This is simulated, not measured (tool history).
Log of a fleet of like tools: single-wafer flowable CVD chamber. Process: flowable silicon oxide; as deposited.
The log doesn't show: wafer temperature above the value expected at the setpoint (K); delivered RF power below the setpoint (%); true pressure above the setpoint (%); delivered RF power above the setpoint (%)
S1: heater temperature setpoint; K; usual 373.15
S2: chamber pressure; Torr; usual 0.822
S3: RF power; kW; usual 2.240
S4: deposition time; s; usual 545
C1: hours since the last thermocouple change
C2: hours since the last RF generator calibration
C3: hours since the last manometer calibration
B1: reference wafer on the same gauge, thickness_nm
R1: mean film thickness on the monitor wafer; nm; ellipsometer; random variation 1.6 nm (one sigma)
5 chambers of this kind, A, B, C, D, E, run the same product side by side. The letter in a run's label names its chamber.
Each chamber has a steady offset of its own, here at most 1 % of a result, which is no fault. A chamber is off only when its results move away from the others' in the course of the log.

run	hour	S1	S2	S3	S4	C1	C2	C3	B1	R1
1C	12.2	373.15	0.822	2.240	545	1418.5	442.0	1217.1	320.89	348.29
2D	22.5	373.15	0.822	2.240	545	397.4	180.9	1246.6	320.77	347.71
3E	29.9	373.15	0.822	2.240	545	349.6	558.2	1499.3	321.25	348.00
4A	38.3	373.15	0.822	2.240	545	1683.1	580.1	270.4	321.05	349.78
5B	46.0	373.15	0.822	2.240	545	476.1	327.1	369.9	321.15	350.15
6E	54.3	373.15	0.822	2.240	545	374.0	582.6	1523.7	320.81	350.39
7C	66.4	373.15	0.822	2.240	545	1472.7	496.2	1271.3	320.88	346.74
8D	75.8	373.15	0.822	2.240	545	450.7	234.2	1299.9	320.98	349.55
9B	87.4	373.15	0.822	2.240	545	517.5	368.5	411.3	320.94	349.23
10A	94.3	373.15	0.822	2.240	545	1739.1	636.1	326.4	320.99	348.49
11B	102.3	373.15	0.822	2.240	545	532.4	383.4	426.2	321.36	349.29
12D	115.0	373.15	0.822	2.240	545	489.9	273.4	1339.1	320.78	348.38
13C	127.9	373.15	0.822	2.240	545	1534.2	557.7	1332.8	320.88	349.49
14A	142.2	373.15	0.822	2.240	545	1787.0	684.0	374.3	321.07	346.64
15E	151.3	373.15	0.822	2.240	545	471.0	679.6	1620.7	321.33	351.30
16C	162.3	373.15	0.822	2.240	545	1568.6	592.1	1367.2	321.07	349.34
17D	173.0	373.15	0.822	2.240	545	547.9	331.4	1397.1	320.83	346.55
18B	181.9	373.15	0.822	2.240	545	612.0	463.0	505.8	320.96	345.63
19E	196.7	373.15	0.822	2.240	545	516.4	725.0	1666.1	320.94	348.27
20A	208.1	373.15	0.822	2.240	545	1852.9	749.9	440.2	320.56	348.79
21C	222.2	373.15	0.822	2.240	545	1628.5	652.0	1427.1	320.80	348.30
22D	234.2	373.15	0.822	2.240	545	609.1	392.6	1458.3	320.98	349.68
23A	241.2	373.15	0.822	2.240	545	1886.0	783.0	473.3	321.04	348.77
24B	251.3	373.15	0.822	2.240	545	681.4	532.4	575.2	321.10	346.88
25E	259.1	373.15	0.822	2.240	545	578.8	787.4	1728.5	321.47	347.38
26D	271.5	373.15	0.822	2.240	545	646.4	429.9	1495.6	320.71	348.26
27A	281.2	363.15	0.822	2.545	545	1926.0	823.0	513.3	320.59	496.92
28B	290.3	363.15	0.822	2.545	545	720.4	571.4	614.2	321.28	488.65
29E	300.2	363.15	0.822	2.545	545	619.9	828.5	1769.6	320.95	497.10
30C	307.7	363.15	0.822	2.545	545	1714.0	737.5	1512.6	320.65	491.06
31C	320.1	363.15	0.822	2.545	545	1726.4	749.9	1525.0	321.13	495.74
32B	334.6	368.15	0.911	2.240	545	764.7	615.7	658.5	320.59	452.98
33A	347.2	368.15	0.911	2.240	545	1992.0	889.0	579.3	320.93	466.08
34E	357.9	368.15	0.911	2.240	545	677.6	886.2	1827.3	320.76	470.27
35D	368.6	368.15	0.911	2.240	545	743.5	527.0	1592.7	321.01	467.83
36C	376.1	368.15	0.911	2.240	545	1782.4	805.9	1581.0	320.92	469.18
37B	389.4	373.15	0.822	2.240	545	819.5	670.5	713.3	321.36	336.86
38A	399.5	373.15	0.822	2.240	545	2044.3	941.3	631.6	321.28	349.11
39D	408.2	373.15	0.822	2.240	545	783.1	566.6	1632.3	320.57	350.29
40E	422.9	373.15	0.822	2.240	545	742.6	951.2	1892.3	321.05	347.29

Next, every chamber runs the same settings. What will each give?
41A	434.1	373.15	0.822	2.240	586					?
41B	434.1	373.15	0.822	2.240	586					?
41C	434.1	373.15	0.822	2.240	586					?
41D	434.1	373.15	0.822	2.240	586					?
41E	434.1	373.15	0.822	2.240	586					?

run	R1
41A	371.95
41B	359.54
41C	375.97
41D	375.32
41E	373.94

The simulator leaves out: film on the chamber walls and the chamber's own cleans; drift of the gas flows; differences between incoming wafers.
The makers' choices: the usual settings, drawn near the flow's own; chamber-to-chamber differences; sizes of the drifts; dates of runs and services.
